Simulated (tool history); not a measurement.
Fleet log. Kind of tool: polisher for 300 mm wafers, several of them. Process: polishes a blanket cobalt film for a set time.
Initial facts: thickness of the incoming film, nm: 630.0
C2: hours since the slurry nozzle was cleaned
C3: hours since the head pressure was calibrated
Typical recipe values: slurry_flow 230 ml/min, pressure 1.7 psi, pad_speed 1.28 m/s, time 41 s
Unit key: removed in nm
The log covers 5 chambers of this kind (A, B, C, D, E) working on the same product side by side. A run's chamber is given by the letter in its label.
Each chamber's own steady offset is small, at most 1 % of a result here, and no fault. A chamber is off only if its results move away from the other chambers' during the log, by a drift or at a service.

Run 1E, hour 3.9: usual settings; wafers polished on this pad 920; C2 273.4; C3 500.0. Result: removed 233.20 nm.
Run 2A, hour 6.5: usual settings; wafers polished on this pad 700; C2 33.4; C3 437.6. Result: removed 238.87 nm.
Run 3B, hour 9.9: usual settings; wafers polished on this pad 600; C2 333.5; C3 794.1. Result: removed 229.64 nm.
At hour 11.0: chamber C: worn pad replaced by a new one.
Run 4D, hour 12.6: usual settings; wafers polished on this pad 305; C2 482.3; C3 598.1. Result: removed 233.61 nm.
At hour 15.8: chamber B: worn pad replaced by a new one.
Run 5C, hour 16.1: usual settings; wafers polished on this pad 62; C2 514.4; C3 42.2. Result: removed 235.08 nm.
Run 6D, hour 18.5: usual settings; wafers polished on this pad 375; C2 488.2; C3 604.0. Result: removed 235.70 nm.
Run 7B, hour 22.1: usual settings; wafers polished on this pad 75; C2 345.7; C3 806.3. Result: removed 229.56 nm.
Run 8C, hour 25.2: usual settings but pad_speed 1.10 m/s, time 33 s; wafers polished on this pad 170; C2 523.5; C3 51.3. Result: removed 159.28 nm.
Run 9A, hour 28.3: usual settings but pad_speed 1.10 m/s, time 33 s; wafers polished on this pad 960; C2 55.2; C3 459.4. Result: removed 166.01 nm.
Run 10E, hour 30.9: usual settings but pad_speed 1.10 m/s, time 33 s; wafers polished on this pad 1242; C2 300.4; C3 527.0. Result: removed 160.59 nm.
Run 11E, hour 34.8: usual settings but pad_speed 1.10 m/s, time 33 s; wafers polished on this pad 1289; C2 304.3; C3 530.9. Result: removed 160.02 nm.
At hour 36.9: chamber A: worn pad replaced by a new one.
Run 12C, hour 37.8: usual settings but pad_speed 1.10 m/s, time 33 s; wafers polished on this pad 321; C2 536.1; C3 63.9. Result: removed 161.07 nm.
Run 13B, hour 41.9: usual settings but slurry_flow 190 ml/min, time 30 s; wafers polished on this pad 312; C2 365.5; C3 826.1. Result: removed 163.46 nm.
Run 14A, hour 44.6: usual settings but slurry_flow 190 ml/min, time 30 s; wafers polished on this pad 92; C2 71.5; C3 475.7. Result: removed 169.23 nm.
Run 15D, hour 47.5: usual settings but slurry_flow 190 ml/min, time 30 s; wafers polished on this pad 722; C2 517.2; C3 633.0. Result: removed 168.54 nm.
At hour 51.1: chamber D: worn pad replaced by a new one.
Run 16C, hour 51.1: usual settings but slurry_flow 190 ml/min, time 30 s; wafers polished on this pad 480; C2 549.4; C3 77.2. Result: removed 168.49 nm.
Run 17D, hour 54.9: usual settings but slurry_flow 190 ml/min, time 30 s; wafers polished on this pad 46; C2 524.6; C3 640.4. Result: removed 165.02 nm.
Run 18A, hour 58.0: usual settings; wafers polished on this pad 252; C2 84.9; C3 489.1. Result: removed 231.24 nm.
Run 19B, hour 61.8: usual settings; wafers polished on this pad 549; C2 385.4; C3 846.0. Result: removed 236.05 nm.
At hour 63.7: chamber B: worn pad replaced by a new one.
Run 20E, hour 64.4: usual settings but pressure 2.0 psi, pad_speed 1.02 m/s; wafers polished on this pad 1642; C2 333.9; C3 560.5. Result: removed 219.39 nm.
Run 21D, hour 67.7: usual settings but pressure 2.0 psi, pad_speed 1.02 m/s; wafers polished on this pad 199; C2 537.4; C3 653.2. Result: removed 219.53 nm.
Run 22A, hour 71.8: usual settings but pressure 2.0 psi, pad_speed 1.02 m/s; wafers polished on this pad 417; C2 98.7; C3 502.9. Result: removed 221.21 nm.
Run 23E, hour 76.1: usual settings but pressure 2.0 psi, pad_speed 1.02 m/s; wafers polished on this pad 1782; C2 345.6; C3 572.2. Result: removed 215.35 nm.
At hour 76.7: chamber C: worn pad replaced by a new one.
Run 24B, hour 79.8: usual settings but pressure 2.0 psi, pad_speed 1.02 m/s; wafers polished on this pad 192; C2 403.4; C3 864.0. Result: removed 214.60 nm.
Run 25C, hour 82.7: usual settings; wafers polished on this pad 72; C2 581.0; C3 108.8. Result: removed 235.47 nm.
Run 26D, hour 87.2: usual settings; wafers polished on this pad 431; C2 556.9; C3 672.7. Result: removed 234.91 nm.
Run 27E, hour 89.9: usual settings; wafers polished on this pad 1947; C2 359.4; C3 586.0. Result: removed 222.96 nm.
Run 28C, hour 94.9: usual settings; wafers polished on this pad 218; C2 593.2; C3 121.0. Result: removed 239.99 nm.
Run 29B, hour 99.3: usual settings; wafers polished on this pad 425; C2 422.9; C3 883.5. Result: removed 234.28 nm.
Run 30A, hour 103.8: usual settings; wafers polished on this pad 799; C2 130.7; C3 534.9. Result: removed 232.50 nm.
At hour 106.9: chamber D: worn pad replaced by a new one.
Run 31D, hour 108.1: usual settings; wafers polished on this pad 15; C2 577.8; C3 693.6. Result: removed 237.19 nm.
At hour 108.2: chamber D: slurry nozzle cleaned.
Run 32A, hour 112.6: usual settings; wafers polished on this pad 904; C2 139.5; C3 543.7. Result: removed 235.08 nm.
At hour 113.3: chamber B: worn pad replaced by a new one.
Run 33E, hour 115.5: usual settings; wafers polished on this pad 2253; C2 385.0; C3 611.6. Result: removed 218.64 nm.
Run 34B, hour 118.2: usual settings; wafers polished on this pad 58; C2 441.8; C3 902.4. Result: removed 228.28 nm.
Run 35C, hour 123.0: usual settings; wafers polished on this pad 553; C2 621.3; C3 149.1. Result: removed 233.39 nm.
At hour 126.9: chamber C: slurry nozzle cleaned.
At hour 127.1: chamber A: worn pad replaced by a new one.
Run 36A, hour 127.3: usual settings; wafers polished on this pad 2; C2 154.2; C3 558.4. Result: removed 238.22 nm.
Run 37D, hour 132.2: usual settings; wafers polished on this pad 303; C2 24.0; C3 717.7. Result: removed 232.06 nm.
Run 38E, hour 135.1: usual settings; wafers polished on this pad 2487; C2 404.6; C3 631.2. Result: removed 216.13 nm.
Run 39B, hour 138.4: usual settings; wafers polished on this pad 300; C2 462.0; C3 922.6. Result: removed 230.87 nm.
Run 40C, hour 140.6: usual settings; wafers polished on this pad 763; C2 13.8; C3 166.7. Result: removed 237.57 nm.

Read the log: is a single chamber off, either drifting away or since a service, is the gauge that measures every chamber drifting, or is nothing wrong beyond small per-chamber offsets? Name any odd chamber and what most likely caused it.

One chamber, E, drifts off from the rest bit by bit.
Cause: removal rate lost through wear of the pad, % = 7.34.
With only this log, it may be confused with: slurry flow missing at the pad, %; head's pressure below its setpoint, %.

Here are 4 candidates for chamber E's next run, each the usual settings with a change, their results left as question marks. Which one brings its results back in line with what the others give on the usual settings?
Counts as in line when no further than this from what the other chambers average on the usual settings: removed 10.00 nm
Run 41E-1, hour 144.4: usual settings but pressure 1.6 psi, pad_speed 1.18 m/s. Result: removed ?.
Run 41E-2, hour 144.4: usual settings but pad_speed 1.38 m/s. Result: removed ?.
Run 41E-3, hour 144.4: usual settings but time 38 s. Result: removed ?.
Run 41E-4, hour 144.4: usual settings but slurry_flow 235 ml/min, pressure 2.0 psi. Result: removed ?.

The mean the other chambers reach with the usual settings: removed 234.63 nm
  run  removed
41E-1   189.08
41E-2   235.58
41E-3   202.36
41E-4   258.08
With 41E-2, the chamber falls back in line with the rest.

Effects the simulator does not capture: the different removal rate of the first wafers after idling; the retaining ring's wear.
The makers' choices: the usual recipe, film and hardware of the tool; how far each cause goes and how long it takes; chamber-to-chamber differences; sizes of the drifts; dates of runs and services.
